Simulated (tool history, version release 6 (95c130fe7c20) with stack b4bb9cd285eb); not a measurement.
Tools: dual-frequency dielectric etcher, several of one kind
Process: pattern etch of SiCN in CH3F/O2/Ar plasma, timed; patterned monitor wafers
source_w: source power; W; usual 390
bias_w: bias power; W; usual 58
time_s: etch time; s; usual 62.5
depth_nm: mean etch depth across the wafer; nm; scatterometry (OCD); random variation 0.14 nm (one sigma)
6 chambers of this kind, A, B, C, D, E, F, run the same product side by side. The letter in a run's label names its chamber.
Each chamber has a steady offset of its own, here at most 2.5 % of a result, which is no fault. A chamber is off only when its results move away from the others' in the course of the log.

run	hour	source_w	bias_w	time_s	hours since the last wet clean	hours since the last source power generator calibration	hours since the last bias power generator calibration	read-back reference wafer on the same gauge, depth_nm	depth_nm
1A	4.6	390	58	62.5	209.8	2374.5	2949.2	17.497	21.29
2F	11.1	390	58	62.5	125	2022.3	2175.4	17.5	21.617
3B	20.5	390	58	62.5	111.5	388.4	3689.7	17.507	21.378
4D	26.9	390	58	62.5	411.3	4257.4	2045.7	17.489	21.597
5C	36.4	390	58	62.5	482.8	2148	3388.7	17.473	21.951
6E	44.3	390	58	62.5	443.3	3949.2	1571.3	17.517	21.5
7A	49.1	390	58	62.5	254.3	2419	2993.7	17.483	21.79
8F	55.6	390	58	62.5	169.5	2066.8	2219.9	17.517	21.473
9E	63.5	390	58	62.5	462.5	3968.4	1590.5	17.525	21.445
10D	70.6	390	58	62.5	455	4301.1	2089.4	17.478	21.711
11B	79.3	390	58	62.5	170.3	447.2	3748.5	17.462	20.787
12C	87.2	390	58	62.5	533.6	2198.8	3439.5	17.527	21.945
13C	91.9	390	58	62.5	538.3	2203.5	3444.2	17.519	21.663
# hour 94.2: chamber D: source power generator calibrated
14F	96.1	390	58	62.5	210	2107.3	2260.4	17.483	21.417
15E	101.9	390	58	62.5	500.9	4006.8	1628.9	17.5	21.418
16A	106.1	390	58	62.5	311.3	2476	3050.7	17.504	21.682
17B	112.8	390	58	62.5	203.8	480.7	3782	17.505	21.334
# hour 113.4: chamber E: source power generator calibrated
18D	122.2	390	58	62.5	506.6	28	2141	17.523	21.445
19D	127	390	58	62.5	511.4	32.8	2145.8	17.471	21.746
20F	132.2	390	58	62.5	246.1	2143.4	2296.5	17.531	21.732
21B	139.7	390	58	62.5	230.7	507.6	3808.9	17.521	21.194
# hour 140.6: chamber C: wet clean of the chamber
22C	147.4	390	58	62.5	6.9	2259	3499.7	17.525	21.768
# hour 149.8: chamber E: wet clean of the chamber
# hour 153.7: chamber D: wet clean of the chamber
23E	154.4	390	45	62.5	4.7	41	1681.4	17.508	19.821
24A	163.4	390	45	62.5	368.6	2533.3	3108	17.511	19.797
25A	169.1	390	45	62.5	374.3	2539	3113.7	17.472	19.987
26F	173.8	390	45	62.5	287.7	2185	2338.1	17.516	19.735
27B	178.6	390	45	62.5	269.6	546.5	3847.8	17.503	19.469
28C	185.3	390	45	62.5	44.8	2296.9	3537.6	17.504	20.001
29D	192.4	390	58	62.5	38.8	98.2	2211.2	17.527	21.965
30E	198.1	390	58	62.5	48.4	84.7	1725.1	17.49	21.677
31D	205.8	480	58	62.5	52.2	111.6	2224.6	17.505	23.523
32C	212.7	480	58	62.5	72.2	2324.3	3565	17.51	23.306
33E	220.1	480	58	62.5	70.4	106.7	1747.1	17.508	23.349
34B	227.6	480	58	62.5	318.6	595.5	3896.8	17.473	23.016
# hour 231.2: chamber A: wet clean of the chamber
35A	233.2	480	58	62.5	2	2603.1	3177.8	17.504	23.153
36F	241.6	480	58	62.5	355.5	2252.8	2405.9	17.508	23.219
37F	250.9	390	58	62.5	364.8	2262.1	2415.2	17.515	21.408
38A	260.3	390	52	46.5	29.1	2630.2	3204.9	17.519	15.448

Next, every chamber runs the same settings. What will each give?
39A	267.2	390	58	62.5					?
39B	267.2	390	58	62.5					?
39C	267.2	390	58	62.5					?
39D	267.2	390	58	62.5					?
39E	267.2	390	58	62.5					?
39F	267.2	390	58	62.5					?

run	depth_nm
39A	21.461
39B	21.144
39C	21.738
39D	21.762
39E	21.476
39F	21.589
